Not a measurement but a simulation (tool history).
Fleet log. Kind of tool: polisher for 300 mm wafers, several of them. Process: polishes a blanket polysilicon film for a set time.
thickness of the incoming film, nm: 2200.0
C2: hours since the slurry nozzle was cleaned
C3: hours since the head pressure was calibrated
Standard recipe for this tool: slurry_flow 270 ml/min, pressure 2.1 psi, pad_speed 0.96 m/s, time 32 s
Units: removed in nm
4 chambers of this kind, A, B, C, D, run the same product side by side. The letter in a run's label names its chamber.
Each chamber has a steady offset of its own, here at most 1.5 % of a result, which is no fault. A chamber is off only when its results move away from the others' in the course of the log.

run 1C hour=6.7 | slurry_flow=270 pressure=2.1 pad_speed=0.96 time=32 | wafers_polished_on_this_pad=494 C2=288.9 C3=15.6 | removed=164.57
run 2B hour=10.3 | slurry_flow=270 pressure=2.1 pad_speed=0.96 time=32 | wafers_polished_on_this_pad=640 C2=270.3 C3=109.7 | removed=163.48
run 3A hour=13.6 | slurry_flow=270 pressure=2.1 pad_speed=0.96 time=32 | wafers_polished_on_this_pad=498 C2=17.0 C3=240.4 | removed=161.38
run 4D hour=18.6 | slurry_flow=270 pressure=2.1 pad_speed=0.96 time=32 | wafers_polished_on_this_pad=688 C2=330.6 C3=287.2 | removed=164.99
-- hour=20.2 chamber A: worn pad replaced by a new one
run 5B hour=22.2 | slurry_flow=270 pressure=2.1 pad_speed=0.96 time=32 | wafers_polished_on_this_pad=786 C2=282.2 C3=121.6 | removed=163.81
run 6C hour=28.2 | slurry_flow=270 pressure=2.1 pad_speed=0.96 time=32 | wafers_polished_on_this_pad=758 C2=310.4 C3=37.1 | removed=162.61
-- hour=31.7 chamber C: worn pad replaced by a new one
run 7D hour=32.5 | slurry_flow=270 pressure=2.1 pad_speed=0.96 time=32 | wafers_polished_on_this_pad=859 C2=344.5 C3=301.1 | removed=158.52
-- hour=36.4 chamber B: worn pad replaced by a new one
run 8A hour=37.7 | slurry_flow=270 pressure=2.1 pad_speed=0.96 time=32 | wafers_polished_on_this_pad=215 C2=41.1 C3=264.5 | removed=161.78
run 9A hour=41.1 | slurry_flow=270 pressure=2.1 pad_speed=0.96 time=32 | wafers_polished_on_this_pad=257 C2=44.5 C3=267.9 | removed=160.87
run 10D hour=47.8 | slurry_flow=270 pressure=2.1 pad_speed=0.96 time=32 | wafers_polished_on_this_pad=1047 C2=359.8 C3=316.4 | removed=163.33
run 11B hour=51.0 | slurry_flow=270 pressure=2.1 pad_speed=0.96 time=32 | wafers_polished_on_this_pad=179 C2=311.0 C3=150.4 | removed=166.74
run 12C hour=55.9 | slurry_flow=270 pressure=2.1 pad_speed=0.96 time=32 | wafers_polished_on_this_pad=298 C2=338.1 C3=64.8 | removed=162.84
run 13B hour=60.7 | slurry_flow=270 pressure=2.1 pad_speed=0.96 time=32 | wafers_polished_on_this_pad=298 C2=320.7 C3=160.1 | removed=163.31
-- hour=63.8 chamber D: worn pad replaced by a new one
run 14C hour=64.2 | slurry_flow=235 pressure=2.1 pad_speed=0.96 time=32 | wafers_polished_on_this_pad=400 C2=346.4 C3=73.1 | removed=159.07
run 15A hour=69.9 | slurry_flow=235 pressure=2.1 pad_speed=0.96 time=32 | wafers_polished_on_this_pad=611 C2=73.3 C3=296.7 | removed=158.90
-- hour=72.8 chamber A: worn pad replaced by a new one
run 16D hour=75.9 | slurry_flow=235 pressure=2.1 pad_speed=0.96 time=32 | wafers_polished_on_this_pad=149 C2=387.9 C3=344.5 | removed=158.44
run 17C hour=81.9 | slurry_flow=235 pressure=2.1 pad_speed=0.96 time=32 | wafers_polished_on_this_pad=617 C2=364.1 C3=90.8 | removed=161.56
-- hour=82.2 chamber C: worn pad replaced by a new one
run 18B hour=85.7 | slurry_flow=270 pressure=2.1 pad_speed=0.96 time=32 | wafers_polished_on_this_pad=605 C2=345.7 C3=185.1 | removed=165.31
run 19A hour=91.0 | slurry_flow=270 pressure=2.1 pad_speed=0.96 time=32 | wafers_polished_on_this_pad=224 C2=94.4 C3=317.8 | removed=162.76
run 20D hour=94.6 | slurry_flow=270 pressure=2.1 pad_speed=0.96 time=32 | wafers_polished_on_this_pad=378 C2=406.6 C3=363.2 | removed=162.73
run 21A hour=97.6 | slurry_flow=270 pressure=2.4 pad_speed=0.96 time=32 | wafers_polished_on_this_pad=305 C2=101.0 C3=324.4 | removed=185.83
run 22C hour=102.3 | slurry_flow=270 pressure=2.4 pad_speed=0.96 time=32 | wafers_polished_on_this_pad=247 C2=384.5 C3=111.2 | removed=186.22
run 23D hour=107.6 | slurry_flow=270 pressure=2.4 pad_speed=0.96 time=32 | wafers_polished_on_this_pad=538 C2=419.6 C3=376.2 | removed=185.33
run 24B hour=112.0 | slurry_flow=270 pressure=2.4 pad_speed=0.96 time=32 | wafers_polished_on_this_pad=928 C2=372.0 C3=211.4 | removed=187.75
-- hour=115.3 chamber C: slurry nozzle cleaned
run 25A hour=115.4 | slurry_flow=270 pressure=2.4 pad_speed=0.76 time=32 | wafers_polished_on_this_pad=524 C2=118.8 C3=342.2 | removed=144.16
run 26B hour=120.7 | slurry_flow=270 pressure=2.4 pad_speed=0.76 time=32 | wafers_polished_on_this_pad=1035 C2=380.7 C3=220.1 | removed=145.43
run 27D hour=125.8 | slurry_flow=270 pressure=2.4 pad_speed=0.76 time=32 | wafers_polished_on_this_pad=761 C2=437.8 C3=394.4 | removed=146.79
-- hour=126.2 chamber A: worn pad replaced by a new one
run 28C hour=129.9 | slurry_flow=270 pressure=2.4 pad_speed=0.76 time=32 | wafers_polished_on_this_pad=586 C2=14.7 C3=138.8 | removed=146.08
-- hour=132.1 chamber B: worn pad replaced by a new one
run 29A hour=134.4 | slurry_flow=270 pressure=2.1 pad_speed=0.96 time=32 | wafers_polished_on_this_pad=100 C2=137.8 C3=361.2 | removed=160.77
run 30C hour=139.6 | slurry_flow=270 pressure=2.1 pad_speed=0.96 time=32 | wafers_polished_on_this_pad=705 C2=24.4 C3=148.5 | removed=164.46
-- hour=140.0 chamber C: worn pad replaced by a new one
run 31D hour=145.6 | slurry_flow=270 pressure=2.1 pad_speed=0.96 time=32 | wafers_polished_on_this_pad=1005 C2=457.6 C3=414.2 | removed=162.89
run 32B hour=151.2 | slurry_flow=270 pressure=2.1 pad_speed=0.96 time=32 | wafers_polished_on_this_pad=234 C2=411.2 C3=250.6 | removed=165.73
run 33B hour=156.2 | slurry_flow=270 pressure=2.1 pad_speed=0.96 time=32 | wafers_polished_on_this_pad=296 C2=416.2 C3=255.6 | removed=162.47
run 34D hour=161.4 | slurry_flow=270 pressure=2.1 pad_speed=0.96 time=32 | wafers_polished_on_this_pad=1199 C2=473.4 C3=430.0 | removed=165.16
-- hour=162.3 chamber D: worn pad replaced by a new one
run 35A hour=166.6 | slurry_flow=270 pressure=2.1 pad_speed=0.96 time=32 | wafers_polished_on_this_pad=496 C2=170.0 C3=393.4 | removed=159.75
run 36C hour=172.8 | slurry_flow=270 pressure=2.1 pad_speed=0.96 time=32 | wafers_polished_on_this_pad=403 C2=57.6 C3=181.7 | removed=165.18
-- hour=175.0 chamber A: worn pad replaced by a new one
run 37C hour=178.0 | slurry_flow=270 pressure=2.1 pad_speed=0.96 time=32 | wafers_polished_on_this_pad=467 C2=62.8 C3=186.9 | removed=163.01
-- hour=180.8 chamber B: head pressure recalibrated
run 38D hour=181.2 | slurry_flow=270 pressure=2.1 pad_speed=0.96 time=32 | wafers_polished_on_this_pad=232 C2=493.2 C3=449.8 | removed=161.04
run 39B hour=184.6 | slurry_flow=270 pressure=2.1 pad_speed=0.96 time=32 | wafers_polished_on_this_pad=644 C2=444.6 C3=3.8 | removed=161.83
run 40A hour=188.1 | slurry_flow=270 pressure=2.1 pad_speed=0.96 time=32 | wafers_polished_on_this_pad=161 C2=191.5 C3=414.9 | removed=159.70
run 41A hour=193.5 | slurry_flow=350 pressure=1.6 pad_speed=0.96 time=32 | wafers_polished_on_this_pad=228 C2=196.9 C3=420.3 | removed=125.24

Which is it: a chamber that has drifted or been left off by a service, a gauge drift common to all chambers, or only each chamber's usual small offset? If a chamber is off, name it and its likeliest cause.

No chamber is off and the gauge is stable; the differences are just each chamber's small, constant offset.

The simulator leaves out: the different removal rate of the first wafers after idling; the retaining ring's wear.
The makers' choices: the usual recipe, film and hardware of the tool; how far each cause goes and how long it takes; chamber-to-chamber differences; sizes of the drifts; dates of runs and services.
